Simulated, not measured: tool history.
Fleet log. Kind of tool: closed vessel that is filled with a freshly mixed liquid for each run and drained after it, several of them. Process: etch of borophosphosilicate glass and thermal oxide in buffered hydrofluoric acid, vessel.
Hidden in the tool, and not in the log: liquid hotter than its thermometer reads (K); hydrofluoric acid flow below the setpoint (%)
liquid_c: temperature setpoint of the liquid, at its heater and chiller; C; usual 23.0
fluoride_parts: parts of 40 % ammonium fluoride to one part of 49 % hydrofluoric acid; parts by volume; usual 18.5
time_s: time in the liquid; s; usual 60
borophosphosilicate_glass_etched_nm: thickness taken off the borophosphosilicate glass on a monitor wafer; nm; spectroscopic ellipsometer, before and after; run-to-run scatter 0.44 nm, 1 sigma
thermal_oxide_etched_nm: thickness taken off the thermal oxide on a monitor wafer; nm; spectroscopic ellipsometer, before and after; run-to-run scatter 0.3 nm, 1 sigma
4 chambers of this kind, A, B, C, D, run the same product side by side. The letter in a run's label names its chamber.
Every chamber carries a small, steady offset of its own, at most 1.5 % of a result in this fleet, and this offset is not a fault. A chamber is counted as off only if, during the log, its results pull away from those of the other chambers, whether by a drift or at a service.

| run | hour | liquid_c | fluoride_parts | time_s | hours since the thermometer was replaced | hours since the hydrofluoric acid flow meter was replaced | read-back film thickness of the borophosphosilicate glass reference wafer, read on the same gauge (nm) | read-back film thickness of the thermal oxide reference wafer, read on the same gauge (nm) | borophosphosilicate_glass_etched_nm | thermal_oxide_etched_nm |
|---|---|---|---|---|---|---|---|---|---|---|
| 1B | 14.2 | 23.0 | 18.5 | 60 | 542.9 | 430.2 | 149.98 | 140.01 | 103.450 | 35.504 |
| 2C | 28.2 | 23.0 | 18.5 | 60 | 459.7 | 696.1 | 149.99 | 140.01 | 104.390 | 34.835 |
| 3A | 40.1 | 23.0 | 18.5 | 60 | 248.2 | 910.6 | 150.00 | 139.99 | 102.780 | 36.097 |
| 4D | 47.6 | 23.0 | 18.5 | 60 | 1284.3 | 473.7 | 149.98 | 140.02 | 103.640 | 35.658 |
|  | 56.0 | chamber B: hydrofluoric acid flow meter replaced |
|  | 57.6 | chamber D: thermometer replaced |
| 5C | 60.0 | 23.0 | 18.5 | 60 | 491.5 | 727.9 | 150.01 | 140.02 | 103.850 | 34.783 |
| 6B | 68.2 | 23.0 | 18.5 | 60 | 596.9 | 12.2 | 149.98 | 139.99 | 103.090 | 35.848 |
| 7D | 78.0 | 23.0 | 18.5 | 60 | 20.5 | 504.1 | 150.00 | 140.01 | 103.990 | 35.495 |
| 8A | 85.7 | 23.0 | 18.5 | 60 | 293.8 | 956.2 | 150.00 | 139.98 | 103.110 | 35.842 |
| 9B | 92.9 | 23.0 | 18.5 | 60 | 621.6 | 36.9 | 150.00 | 140.00 | 104.150 | 35.206 |
| 10A | 104.7 | 23.0 | 18.5 | 60 | 312.8 | 975.2 | 149.97 | 139.99 | 103.730 | 35.820 |
| 11D | 117.8 | 23.0 | 11.5 | 60 | 60.3 | 543.9 | 150.00 | 139.98 | 167.640 | 57.673 |
| 12C | 126.0 | 23.0 | 11.5 | 60 | 557.5 | 793.9 | 149.97 | 139.99 | 165.820 | 55.474 |
| 13A | 132.4 | 23.0 | 11.5 | 60 | 340.5 | 1002.9 | 150.00 | 140.00 | 163.570 | 56.569 |
| 14D | 146.5 | 23.0 | 11.5 | 60 | 89.0 | 572.6 | 149.99 | 140.02 | 167.440 | 56.742 |
| 15B | 155.7 | 23.0 | 18.5 | 60 | 684.4 | 99.7 | 150.02 | 140.00 | 102.970 | 35.309 |
| 16C | 163.7 | 23.0 | 18.5 | 60 | 595.2 | 831.6 | 150.01 | 140.00 | 103.760 | 34.697 |
| 17A | 177.2 | 26.5 | 18.5 | 45 | 385.3 | 1047.7 | 149.98 | 139.99 | 93.576 | 32.343 |
| 18D | 186.4 | 26.5 | 18.5 | 45 | 128.9 | 612.5 | 150.00 | 139.99 | 94.087 | 32.101 |
| 19C | 197.3 | 26.5 | 18.5 | 45 | 628.8 | 865.2 | 150.01 | 139.96 | 93.991 | 31.941 |
| 20B | 204.8 | 26.5 | 18.5 | 45 | 733.5 | 148.8 | 150.00 | 140.01 | 92.765 | 32.145 |
| 21C | 214.0 | 23.0 | 18.5 | 60 | 645.5 | 881.9 | 150.00 | 140.02 | 103.810 | 34.707 |
| 22A | 224.0 | 23.0 | 18.5 | 90 | 432.1 | 1094.5 | 150.00 | 139.99 | 153.840 | 53.079 |
| 23B | 231.0 | 23.0 | 18.5 | 90 | 759.7 | 175.0 | 150.00 | 140.02 | 155.760 | 53.426 |
|  | 231.9 | chamber D: hydrofluoric acid flow meter replaced |
| 24D | 242.5 | 23.0 | 18.5 | 90 | 185.0 | 10.7 | 150.00 | 139.99 | 155.320 | 53.272 |
| 25B | 255.4 | 23.0 | 18.5 | 90 | 784.1 | 199.4 | 149.96 | 140.03 | 154.060 | 53.427 |
| 26D | 268.0 | 23.0 | 18.5 | 60 | 210.5 | 36.2 | 149.99 | 140.00 | 104.310 | 35.336 |
| 27A | 278.9 | 23.0 | 18.5 | 60 | 487.0 | 1149.4 | 150.00 | 139.99 | 103.530 | 35.525 |
| 28C | 290.2 | 23.0 | 18.5 | 40 | 721.7 | 958.1 | 149.99 | 139.98 | 68.935 | 23.170 |
| 29B | 297.0 | 23.0 | 18.5 | 40 | 825.7 | 241.0 | 149.99 | 139.97 | 68.663 | 23.393 |
| 30C | 305.1 | 23.0 | 18.5 | 40 | 736.6 | 973.0 | 149.99 | 140.01 | 69.316 | 23.454 |
| 31A | 312.3 | 23.0 | 18.5 | 40 | 520.4 | 1182.8 | 150.02 | 139.97 | 69.073 | 23.759 |
| 32D | 325.5 | 23.0 | 18.5 | 60 | 268.0 | 93.7 | 149.99 | 140.00 | 103.690 | 35.296 |
| 33D | 336.7 | 23.0 | 18.5 | 60 | 279.2 | 104.9 | 149.98 | 140.01 | 103.480 | 35.357 |
| 34C | 348.4 | 23.0 | 18.5 | 60 | 779.9 | 1016.3 | 150.01 | 140.01 | 103.660 | 35.290 |
| 35A | 358.7 | 23.0 | 21.0 | 35 | 566.8 | 1229.2 | 149.99 | 140.01 | 54.052 | 18.646 |
| 36B | 365.2 | 23.0 | 21.0 | 35 | 893.9 | 309.2 | 150.00 | 140.01 | 53.585 | 18.329 |
| 37A | 376.5 | 23.0 | 21.0 | 35 | 584.6 | 1247.0 | 149.99 | 139.96 | 54.140 | 18.508 |

All chambers now run identical settings, listed one chamber a line with results as question marks. What results will each chamber show?
| 38A | 387.0 | 23.0 | 18.5 | 60 |  |  |  |  | ? | ? |
| 38B | 387.0 | 23.0 | 18.5 | 60 |  |  |  |  | ? | ? |
| 38C | 387.0 | 23.0 | 18.5 | 60 |  |  |  |  | ? | ? |
| 38D | 387.0 | 23.0 | 18.5 | 60 |  |  |  |  | ? | ? |

| run | borophosphosilicate_glass_etched_nm | thermal_oxide_etched_nm |
|---|---|---|
| 38A | 103.170 | 36.353 |
| 38B | 103.260 | 35.151 |
| 38C | 104.150 | 34.663 |
| 38D | 103.740 | 36.336 |

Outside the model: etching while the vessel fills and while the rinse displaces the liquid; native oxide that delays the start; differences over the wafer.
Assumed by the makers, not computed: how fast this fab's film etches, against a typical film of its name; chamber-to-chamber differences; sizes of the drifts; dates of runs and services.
